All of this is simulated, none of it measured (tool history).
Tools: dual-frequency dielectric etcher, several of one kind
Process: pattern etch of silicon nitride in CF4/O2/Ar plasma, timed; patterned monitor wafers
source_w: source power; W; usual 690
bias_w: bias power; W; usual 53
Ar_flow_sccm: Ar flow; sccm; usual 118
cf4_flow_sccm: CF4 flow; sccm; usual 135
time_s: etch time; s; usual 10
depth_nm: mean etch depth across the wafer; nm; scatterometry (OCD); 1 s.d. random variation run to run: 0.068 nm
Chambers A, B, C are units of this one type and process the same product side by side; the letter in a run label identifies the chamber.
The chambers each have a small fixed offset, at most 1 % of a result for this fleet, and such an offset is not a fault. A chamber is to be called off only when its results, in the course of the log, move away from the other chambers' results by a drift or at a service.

run,hour,source_w,bias_w,Ar_flow_sccm,cf4_flow_sccm,time_s,hours since the last wet clean,hours since the last source power generator calibration,hours since the last bias power generator calibration,hours since the last Ar flow controller change,hours since the last CF4 flow controller change,"read-back reference wafer on the same gauge, depth_nm",depth_nm
1C,3.5,690,53,118,135,10,157.0,1263.6,2146.1,2210.3,1903.5,21.391,26.189
2A,7.5,690,53,118,135,10,211.0,2938.5,1321.7,1157.9,1528.9,21.401,25.970
3B,12.3,690,53,118,135,10,157.9,2038.6,2499.2,2587.7,109.2,21.403,26.371
4A,18.1,690,53,118,135,10,221.6,2949.1,1332.3,1168.5,1539.5,21.393,25.971
5B,20.9,690,53,118,135,10,166.5,2047.2,2507.8,2596.3,117.8,21.402,26.218
6C,24.5,690,53,118,135,10,178.0,1284.6,2167.1,2231.3,1924.5,21.397,26.296
7A,27.1,690,53,118,135,10,230.6,2958.1,1341.3,1177.5,1548.5,21.411,26.035
8C,30.2,690,53,118,135,10,183.7,1290.3,2172.8,2237.0,1930.2,21.397,26.146
9B,35.2,690,53,118,135,10,180.8,2061.5,2522.1,2610.6,132.1,21.402,26.302
10C,38.8,690,53,118,135,10,192.3,1298.9,2181.4,2245.6,1938.8,21.398,26.194
11A,43.7,690,61,104,135,10,247.2,2974.7,1357.9,1194.1,1565.1,21.406,27.795
12B,48.3,690,61,104,135,10,193.9,2074.6,2535.2,2623.7,145.2,21.392,27.988
13A,52.6,690,61,104,135,10,256.1,2983.6,1366.8,1203.0,1574.0,21.406,27.797
14C,56.9,690,53,118,135,10,210.4,1317.0,2199.5,2263.7,1956.9,21.393,26.075
15B,60.1,690,53,118,135,10,205.7,2086.4,2547.0,2635.5,157.0,21.402,26.418
16A,63.7,690,53,118,135,10,267.2,2994.7,1377.9,1214.1,1585.1,21.390,26.004
17B,68.2,690,53,118,135,10,213.8,2094.5,2555.1,2643.6,165.1,21.397,26.291
18C,72.6,690,58,118,135,8,226.1,1332.7,2215.2,2279.4,1972.6,21.395,21.419
19A,75.9,690,58,118,135,8,279.4,3006.9,1390.1,1226.3,1597.3,21.418,21.566
20B,81.6,690,58,118,135,8,227.2,2107.9,2568.5,2657.0,178.5,21.400,21.709
21C,84.9,690,53,118,135,10,238.4,1345.0,2227.5,2291.7,1984.9,21.398,25.999
22A,88.7,690,53,118,135,10,292.2,3019.7,1402.9,1239.1,1610.1,21.406,26.180
23B,93.6,690,53,118,135,10,239.2,2119.9,2580.5,2669.0,190.5,21.411,26.352
24C,96.2,690,53,118,135,10,249.7,1356.3,2238.8,2303.0,1996.2,21.384,25.853
25A,101.3,690,53,118,135,10,304.8,3032.3,1415.5,1251.7,1622.7,21.399,26.091
26B,104.4,690,53,118,135,10,250.0,2130.7,2591.3,2679.8,201.3,21.400,26.420
27C,107.3,690,53,128,135,10,260.8,1367.4,2249.9,2314.1,2007.3,21.395,25.496
28C,110.1,690,53,128,135,10,263.6,1370.2,2252.7,2316.9,2010.1,21.385,25.545
29A,114.2,690,53,128,135,10,317.7,3045.2,1428.4,1264.6,1635.6,21.404,25.912
30B,119.6,690,53,118,135,10,265.2,2145.9,2606.5,2695.0,216.5,21.389,26.332
31A,122.8,580,53,96,135,10,326.3,3053.8,1437.0,1273.2,1644.2,21.392,22.881
32B,125.9,580,53,96,135,10,271.5,2152.2,2612.8,2701.3,222.8,21.403,23.081
33C,130.8,580,53,96,135,10,284.3,1390.9,2273.4,2337.6,2030.8,21.414,22.640
34A,136.3,690,53,118,135,10,339.8,3067.3,1450.5,1286.7,1657.7,21.409,26.119
35C,139.7,690,53,118,135,10,293.2,1399.8,2282.3,2346.5,2039.7,21.402,25.371
36B,144.4,690,53,118,135,10,290.0,2170.7,2631.3,2719.8,241.3,21.415,26.264
37C,147.7,690,53,118,135,10,301.2,1407.8,2290.3,2354.5,2047.7,21.396,25.468

All chambers now run identical settings, listed one chamber a line with results as question marks. What results will each chamber show?
38A,151.9,690,53,118,135,13,,,,,,,?
38B,151.9,690,53,118,135,13,,,,,,,?
38C,151.9,690,53,118,135,13,,,,,,,?

run,depth_nm
38A,33.966
38B,34.131
38C,33.095
